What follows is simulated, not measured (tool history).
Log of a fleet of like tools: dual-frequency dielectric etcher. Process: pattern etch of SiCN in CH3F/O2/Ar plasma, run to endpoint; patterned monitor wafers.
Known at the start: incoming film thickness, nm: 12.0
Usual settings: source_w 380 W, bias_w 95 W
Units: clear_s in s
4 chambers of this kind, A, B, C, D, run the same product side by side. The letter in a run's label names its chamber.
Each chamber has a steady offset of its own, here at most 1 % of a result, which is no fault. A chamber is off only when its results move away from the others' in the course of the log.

run   hour  source_w  bias_w  clear_s
 1C    5.4       380      95   29.635
 2A    9.6       380      95    29.13
 3D   14.5       380      95   29.702
 4B     19       380      95   29.267
      19.7  -- chamber A: wet clean of the chamber
 5B   23.8       380      95   29.478
 6A   28.2       380      95   29.311
 7D   32.6       380      95    29.67
 8C   36.3       380      95   29.608
 9C   41.2       380      95   29.722
10A   46.6       380      95   29.489
11B   51.6       380      95   29.126
12D   55.4       380      95   29.284
13B   59.1       380      95   29.297
14C   61.9       380      95   29.318
15D   66.6       380      95   29.681
16A   71.7       380      95   29.258
17A   75.5       380      95   29.016
18B   80.2       380      95   29.284
19D   85.5       380      95   29.776
20C   88.1       380      95   29.753
21C   92.1       380      95   29.576
22A   96.9       380      95   29.361
23D  100.4       380      95   29.904
24B  105.7       380      95   29.389
25B    109       380      95   29.123
26A  112.5       380      95   29.731
27C    115       380      95   29.775
28D  119.1       380      95   29.701
29B  123.4       380      95   29.462
30D  128.3       380      95   29.622
31A  133.3       380      95    29.28
32C  137.7       380      95   29.697
33D  142.6       380      95   29.625
34B  145.2       380      95   29.233
35A  148.7       380      95   29.334
36C  151.8       380      95   29.569
37C  154.8       380      95    29.47
38B  157.6       380      95   29.547
39D  160.2       340      81   33.042
40A  162.6       340      81   33.049
41B  167.8       340      81   32.646

All 4 chambers run these settings next. Forecast each chamber's results:
42A  171.7       470      95        ?
42B  171.7       470      95        ?
42C  171.7       470      95        ?
42D  171.7       470      95        ?

run  clear_s
42A   26.894
42B   26.974
42C   27.459
42D   27.214
